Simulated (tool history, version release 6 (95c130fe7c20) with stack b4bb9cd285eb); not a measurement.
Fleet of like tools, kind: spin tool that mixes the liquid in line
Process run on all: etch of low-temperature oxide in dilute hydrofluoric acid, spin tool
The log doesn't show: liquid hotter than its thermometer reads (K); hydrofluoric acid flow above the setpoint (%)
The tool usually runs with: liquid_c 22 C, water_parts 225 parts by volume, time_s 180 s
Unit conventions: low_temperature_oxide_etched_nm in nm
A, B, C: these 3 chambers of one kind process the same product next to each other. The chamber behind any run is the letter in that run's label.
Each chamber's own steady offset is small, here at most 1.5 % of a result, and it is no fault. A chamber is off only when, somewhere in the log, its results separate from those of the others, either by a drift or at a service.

run	hour	liquid_c	water_parts	time_s	hours since the thermometer was replaced	hours since the hydrofluoric acid flow meter was replaced	read-back film thickness of the low-temperature oxide reference wafer, read on the same gauge (nm)	low_temperature_oxide_etched_nm
1C	4.4	22	225	180	469.4	897.4	139.98	12.775
2B	7.1	22	225	180	678.3	431.2	139.97	12.68
3A	9.5	22	225	180	1391.6	823.6	139.99	12.704
4C	12.2	22	225	180	477.2	905.2	139.97	12.72
5A	14.4	22	225	180	1396.5	828.5	140.01	12.631
6B	16.8	22	225	180	688	440.9	139.97	13.004
7C	20.4	22	225	180	485.4	913.4	140.01	12.789
8B	25.2	22	225	180	696.4	449.3	140	12.984
9A	29.4	18.5	120	180	1411.5	843.5	140	23.247
10A	33.7	18.5	120	180	1415.8	847.8	139.99	23.061
11C	36.4	18.5	120	180	501.4	929.4	140.02	23.572
12B	40.4	22	225	180	711.6	464.5	139.99	13.374
13A	42.6	20	180	180	1424.7	856.7	140	15.35
14B	46.1	20	180	180	717.3	470.2	140	16.207
15C	49.6	20	180	180	514.6	942.6	140	15.503
16B	53.9	22	225	180	725.1	478	139.99	13.307
17C	58.3	22	225	180	523.3	951.3	140.03	12.767
# hour 60.4: chamber A: thermometer replaced
18A	61.3	22	225	180	1	875.4	140.01	12.597
19B	65.1	22	225	180	736.3	489.2	140.01	13.443
20A	69.9	22	265	225	9.6	884	140.01	12.788

Does one chamber stand apart from the rest, does the shared gauge drift, or is all well apart from small per-chamber offsets? Give the chamber and the most likely cause, where there is one.

Little by little, chamber B moves away from the other chambers.
Cause: hydrofluoric acid flow above the setpoint (%) = 5.04.
With only this log, it may be confused with: liquid hotter than its thermometer reads (K).

Here are 4 candidates for chamber B's next run, each the usual settings with a change, their results left as question marks. Which one brings its results back in line with what the others give on the usual settings?
Allowed miss from the other chambers' usual-settings mean, per result, to count as in line: low_temperature_oxide_etched_nm 0.33 nm
21B-1	73.3	22	225	195				?
21B-2	73.3	21.5	250	180				?
21B-3	73.3	22	240	180				?
21B-4	73.3	22.5	200	180				?

On the usual settings, the other chambers give on average: low_temperature_oxide_etched_nm 12.675 nm
run	low_temperature_oxide_etched_nm
21B-1	14.684
21B-2	11.692
21B-3	12.525
21B-4	15.934
The right change is 21B-3: it brings the chamber back within the allowed miss of the others.
